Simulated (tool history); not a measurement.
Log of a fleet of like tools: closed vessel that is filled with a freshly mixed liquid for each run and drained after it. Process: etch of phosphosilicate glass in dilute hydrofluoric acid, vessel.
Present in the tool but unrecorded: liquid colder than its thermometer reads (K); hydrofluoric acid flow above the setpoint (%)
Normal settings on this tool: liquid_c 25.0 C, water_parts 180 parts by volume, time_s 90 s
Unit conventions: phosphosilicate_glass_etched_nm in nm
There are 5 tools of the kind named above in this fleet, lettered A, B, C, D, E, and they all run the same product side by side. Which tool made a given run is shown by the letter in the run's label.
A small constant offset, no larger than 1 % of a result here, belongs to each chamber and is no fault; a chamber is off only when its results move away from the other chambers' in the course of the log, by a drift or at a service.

run	hour	liquid_c	water_parts	time_s	hours since the thermometer was replaced	hours since the hydrofluoric acid flow meter was replaced	read-back film thickness of the phosphosilicate glass reference wafer, read on the same gauge (nm)	phosphosilicate_glass_etched_nm
1A	4.5	25.0	180	90	395.0	674.6	140.05	36.654
2E	7.6	25.0	180	90	28.4	2386.8	140.01	37.273
3C	9.8	25.0	180	90	1055.4	684.7	140.00	37.395
4D	14.5	25.0	180	90	303.8	894.6	140.00	37.311
5B	19.4	25.0	180	90	1391.9	442.0	139.98	36.767
6C	24.5	25.0	180	90	1070.1	699.4	140.02	37.382
7E	26.9	20.5	180	90	47.7	2406.1	139.99	31.087
8A	30.2	20.5	180	90	420.7	700.3	139.96	31.445
9D	35.2	20.5	180	90	324.5	915.3	139.98	31.225
10B	39.2	20.5	180	90	1411.7	461.8	139.97	30.983
11E	41.9	20.5	180	90	62.7	2421.1	140.01	31.469
12A	44.3	25.0	180	90	434.8	714.4	140.01	37.323
13B	47.6	25.0	180	90	1420.1	470.2	139.96	36.418
14C	51.6	25.0	180	90	1097.2	726.5	140.01	37.039
15D	55.5	28.0	180	70	344.8	935.6	140.01	32.551
# hour 60.2: chamber E: hydrofluoric acid flow meter replaced
16D	60.2	28.0	180	70	349.5	940.3	140.00	31.988
17E	62.6	28.0	180	70	83.4	2.4	139.97	32.142
18B	65.6	28.0	180	70	1438.1	488.2	140.00	32.617
19C	68.0	28.0	180	70	1113.6	742.9	140.00	32.427
20A	71.4	25.0	180	90	461.9	741.5	139.96	36.698
21A	74.6	25.0	180	90	465.1	744.7	140.01	37.679
22C	79.6	25.0	180	90	1125.2	754.5	139.99	36.879
# hour 81.5: chamber B: thermometer replaced
23E	82.6	25.0	180	90	103.4	22.4	139.99	37.611
# hour 82.7: chamber C: hydrofluoric acid flow meter replaced
24B	85.9	26.5	180	90	4.5	508.5	140.02	38.567
25D	88.4	26.5	180	90	377.7	968.5	139.98	38.194
26A	91.6	26.5	180	90	482.1	761.7	140.00	39.498
27E	95.7	26.5	180	90	116.5	35.5	139.99	38.817
28D	98.5	26.5	180	90	387.8	978.6	140.00	38.017
29C	102.9	25.0	180	90	1148.5	20.3	140.00	37.934
30B	106.3	25.0	180	90	24.9	528.9	140.02	37.075
31A	110.3	25.0	180	90	500.8	780.4	140.02	37.014
32E	112.5	25.0	180	90	133.3	52.3	140.03	37.455
33B	116.4	25.0	180	90	35.0	539.0	139.99	36.925
34C	121.2	25.0	180	90	1166.8	38.6	139.99	36.751
35D	123.8	25.0	180	90	413.1	1003.9	140.00	35.917
36E	127.4	25.0	180	90	148.2	67.2	139.98	36.798
37C	131.3	25.0	115	55	1176.9	48.7	139.97	38.364
38A	134.0	25.0	115	55	524.5	804.1	140.01	38.156
39B	138.4	25.0	115	55	57.0	561.0	140.02	38.507
40D	142.0	25.0	115	55	431.3	1022.1	140.00	37.160

Each of the 5 chambers runs these same settings next. Fill in every chamber's results:
41A	145.7	25.0	180	90				?
41B	145.7	25.0	180	90				?
41C	145.7	25.0	180	90				?
41D	145.7	25.0	180	90				?
41E	145.7	25.0	180	90				?

run	phosphosilicate_glass_etched_nm
41A	36.617
41B	37.543
41C	36.771
41D	35.311
41E	37.044

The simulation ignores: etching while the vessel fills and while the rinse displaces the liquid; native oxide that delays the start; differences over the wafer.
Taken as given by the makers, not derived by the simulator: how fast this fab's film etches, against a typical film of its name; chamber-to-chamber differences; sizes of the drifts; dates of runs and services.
